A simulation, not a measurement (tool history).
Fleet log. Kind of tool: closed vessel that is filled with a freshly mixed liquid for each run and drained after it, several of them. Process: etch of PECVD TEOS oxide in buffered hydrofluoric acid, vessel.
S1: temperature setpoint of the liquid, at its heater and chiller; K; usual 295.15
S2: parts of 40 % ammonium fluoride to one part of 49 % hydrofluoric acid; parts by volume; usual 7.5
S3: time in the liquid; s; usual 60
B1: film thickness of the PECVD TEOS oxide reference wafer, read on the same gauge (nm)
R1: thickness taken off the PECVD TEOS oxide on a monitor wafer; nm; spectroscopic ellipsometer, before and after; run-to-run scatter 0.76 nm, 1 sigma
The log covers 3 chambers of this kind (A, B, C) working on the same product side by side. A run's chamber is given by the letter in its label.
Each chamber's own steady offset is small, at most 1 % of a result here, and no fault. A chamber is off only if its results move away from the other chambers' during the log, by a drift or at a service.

run,hour,S1,S2,S3,B1,R1
1C,2.9,295.15,7.5,60,80.002,99.494
2B,7,295.15,7.5,60,80.004,101.53
3A,10.5,295.15,7.5,60,79.981,101.5
4A,12.5,295.15,7.5,60,79.998,102.4
5B,16.4,295.15,7.5,60,80.016,100.44
6C,20.6,295.15,7.5,60,79.988,100.96
7C,23.6,295.15,7.5,60,79.991,99.942
8A,27,295.15,7.5,60,79.987,102.26
9B,31.1,295.15,7.5,60,79.994,100.83
10C,34.6,295.15,7.5,60,79.992,100.8
11B,38.9,295.15,6.5,60,79.992,115.92
12A,42.9,295.15,6.5,60,79.994,117.17
13B,44.9,295.15,6.5,60,80.017,116.84
14A,48.3,295.15,7.5,60,79.989,102.3
15C,50.4,293.65,7.5,60,79.999,93.6
16B,53.1,293.65,7.5,60,80.015,91.709
17A,57.3,293.65,7.5,60,79.999,93.039
18C,59.5,295.15,7.5,60,80.03,101.32
19B,62.3,295.15,7.5,60,79.994,100.82
20C,65.7,295.15,7.5,60,79.993,101.86
21A,68.2,295.15,7.5,60,80.001,102.7
22A,70.9,295.15,7.5,60,79.988,102.67
23C,72.7,295.15,7.5,60,79.993,101.67
24B,76.2,295.15,7.5,60,79.987,101.44

Decide between three cases: one chamber stands off from its peers, the gauge reading all wafers drifts, or nothing is wrong past each chamber's small offset. Where a chamber is off, say which and what most likely put it there.

No chamber stands off beyond its own small offset, and the gauge holds steady.

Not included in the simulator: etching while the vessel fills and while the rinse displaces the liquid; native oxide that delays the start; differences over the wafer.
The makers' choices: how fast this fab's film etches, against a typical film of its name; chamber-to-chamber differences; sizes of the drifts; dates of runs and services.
